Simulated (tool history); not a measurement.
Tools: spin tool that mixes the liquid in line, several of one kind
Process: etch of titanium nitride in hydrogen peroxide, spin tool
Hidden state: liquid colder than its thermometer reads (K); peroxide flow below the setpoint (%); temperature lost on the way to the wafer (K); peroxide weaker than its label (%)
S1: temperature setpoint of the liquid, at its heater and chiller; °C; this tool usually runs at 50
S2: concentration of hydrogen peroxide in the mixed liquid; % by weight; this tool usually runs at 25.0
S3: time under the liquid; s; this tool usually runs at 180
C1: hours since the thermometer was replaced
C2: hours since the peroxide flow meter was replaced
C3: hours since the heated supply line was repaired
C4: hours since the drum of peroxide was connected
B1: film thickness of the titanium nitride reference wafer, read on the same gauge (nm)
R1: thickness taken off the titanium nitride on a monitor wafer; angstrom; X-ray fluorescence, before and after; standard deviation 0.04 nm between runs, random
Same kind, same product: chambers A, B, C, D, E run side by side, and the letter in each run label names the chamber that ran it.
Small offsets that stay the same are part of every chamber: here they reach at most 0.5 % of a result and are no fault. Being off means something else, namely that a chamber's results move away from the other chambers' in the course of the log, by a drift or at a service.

run 1B hour=6.6 | S1=50 S2=25.0 S3=180 | C1=1291.7 C2=287.8 C3=896.3 C4=502.4 | B1=119.99 | R1=69.278
run 2D hour=17.8 | S1=50 S2=25.0 S3=180 | C1=167.8 C2=2132.4 C3=1081.0 C4=314.0 | B1=119.99 | R1=69.108
run 3A hour=27.1 | S1=50 S2=25.0 S3=180 | C1=1765.8 C2=1133.6 C3=544.2 C4=681.5 | B1=119.99 | R1=69.199
run 4E hour=35.3 | S1=50 S2=25.0 S3=180 | C1=1010.0 C2=389.0 C3=1437.2 C4=158.4 | B1=120.02 | R1=68.540
run 5C hour=47.1 | S1=50 S2=25.0 S3=180 | C1=1675.2 C2=586.3 C3=1037.3 C4=652.3 | B1=120.04 | R1=69.561
run 6D hour=53.3 | S1=50 S2=25.0 S3=180 | C1=203.3 C2=2167.9 C3=1116.5 C4=349.5 | B1=119.99 | R1=69.381
run 7E hour=61.8 | S1=50 S2=25.0 S3=180 | C1=1036.5 C2=415.5 C3=1463.7 C4=184.9 | B1=120.02 | R1=69.015
-- hour=62.9 chamber C: new drum of peroxide connected
run 8C hour=68.1 | S1=50 S2=25.0 S3=180 | C1=1696.2 C2=607.3 C3=1058.3 C4=5.3 | B1=120.00 | R1=68.963
run 9A hour=77.4 | S1=50 S2=25.0 S3=180 | C1=1816.1 C2=1183.9 C3=594.5 C4=731.8 | B1=120.02 | R1=68.392
-- hour=81.1 chamber A: peroxide flow meter replaced
-- hour=81.8 chamber D: new drum of peroxide connected
run 10B hour=83.8 | S1=50 S2=25.0 S3=180 | C1=1368.9 C2=365.0 C3=973.5 C4=579.6 | B1=120.02 | R1=68.210
run 11B hour=91.2 | S1=50 S2=25.0 S3=180 | C1=1376.3 C2=372.4 C3=980.9 C4=587.0 | B1=120.03 | R1=68.430
run 12D hour=97.7 | S1=50 S2=25.0 S3=180 | C1=247.7 C2=2212.3 C3=1160.9 C4=16.0 | B1=119.99 | R1=69.139
run 13A hour=104.2 | S1=50 S2=25.0 S3=180 | C1=1842.9 C2=23.2 C3=621.3 C4=758.6 | B1=120.03 | R1=67.902
run 14E hour=114.4 | S1=50 S2=25.0 S3=180 | C1=1089.1 C2=468.1 C3=1516.3 C4=237.5 | B1=119.98 | R1=69.375
run 15C hour=122.8 | S1=50 S2=25.0 S3=180 | C1=1750.9 C2=662.0 C3=1113.0 C4=60.0 | B1=120.03 | R1=69.631
-- hour=133.5 chamber B: peroxide flow meter replaced
run 16B hour=134.6 | S1=50 S2=25.0 S3=180 | C1=1419.7 C2=1.1 C3=1024.3 C4=630.4 | B1=120.04 | R1=68.942
run 17A hour=143.8 | S1=50 S2=25.0 S3=180 | C1=1882.5 C2=62.8 C3=660.9 C4=798.2 | B1=119.98 | R1=67.552
run 18E hour=152.7 | S1=50 S2=25.0 S3=180 | C1=1127.4 C2=506.4 C3=1554.6 C4=275.8 | B1=119.99 | R1=69.845
run 19C hour=161.8 | S1=50 S2=25.0 S3=180 | C1=1789.9 C2=701.0 C3=1152.0 C4=99.0 | B1=120.00 | R1=69.423
-- hour=161.9 chamber B: new drum of peroxide connected
run 20D hour=169.9 | S1=50 S2=25.0 S3=180 | C1=319.9 C2=2284.5 C3=1233.1 C4=88.2 | B1=120.02 | R1=69.442
run 21E hour=176.1 | S1=50 S2=25.0 S3=180 | C1=1150.8 C2=529.8 C3=1578.0 C4=299.2 | B1=120.01 | R1=69.683
run 22C hour=186.5 | S1=50 S2=25.0 S3=180 | C1=1814.6 C2=725.7 C3=1176.7 C4=123.7 | B1=120.02 | R1=69.741
run 23A hour=192.4 | S1=50 S2=25.0 S3=180 | C1=1931.1 C2=111.4 C3=709.5 C4=846.8 | B1=119.99 | R1=66.765
run 24D hour=198.0 | S1=50 S2=25.0 S3=180 | C1=348.0 C2=2312.6 C3=1261.2 C4=116.3 | B1=120.00 | R1=69.219
run 25B hour=205.7 | S1=50 S2=25.0 S3=180 | C1=1490.8 C2=72.2 C3=1095.4 C4=43.8 | B1=119.99 | R1=69.137
-- hour=214.6 chamber A: new drum of peroxide connected
run 26E hour=215.3 | S1=50 S2=19.5 S3=260 | C1=1190.0 C2=569.0 C3=1617.2 C4=338.4 | B1=119.99 | R1=95.249
run 27B hour=224.2 | S1=50 S2=19.5 S3=260 | C1=1509.3 C2=90.7 C3=1113.9 C4=62.3 | B1=120.02 | R1=95.117
-- hour=233.5 chamber D: peroxide flow meter replaced
run 28C hour=235.9 | S1=50 S2=19.5 S3=260 | C1=1864.0 C2=775.1 C3=1226.1 C4=173.1 | B1=120.00 | R1=94.103
run 29A hour=242.0 | S1=50 S2=19.5 S3=260 | C1=1980.7 C2=161.0 C3=759.1 C4=27.5 | B1=120.01 | R1=89.913
run 30D hour=251.9 | S1=50 S2=19.5 S3=260 | C1=401.9 C2=18.4 C3=1315.1 C4=170.2 | B1=120.01 | R1=95.081

Decide between three cases: one chamber stands off from its peers, the gauge reading all wafers drifts, or nothing is wrong past each chamber's small offset. Where a chamber is off, say which and what most likely put it there.

One chamber, A, drifts off from the rest bit by bit.
Cause: temperature lost on the way to the wafer (K) = 0.65.
It could be hard to tell apart here from: liquid colder than its thermometer reads (K).

Which of the 4 candidates below, each the usual settings with something changed and its results left as question marks, puts chamber A back in line with what the other chambers give on the usual settings?
In line here means within this much of the mean the other chambers give on the usual settings: R1 1.400 angstrom
run 31A-1 hour=260.3 | S1=50 S2=25.0 S3=190 | R1=?
run 31A-2 hour=260.3 | S1=50 S2=19.0 S3=180 | R1=?
run 31A-3 hour=260.3 | S1=50 S2=16.0 S3=180 | R1=?
run 31A-4 hour=260.3 | S1=51 S2=25.0 S3=185 | R1=?

The other chambers' mean on the usual settings: R1 69.302 angstrom
run=31A-1 R1=69.390
run=31A-2 R1=62.022
run=31A-3 R1=59.845
run=31A-4 R1=72.578
31A-1 is the one that brings the chamber's results back in line with the other chambers.
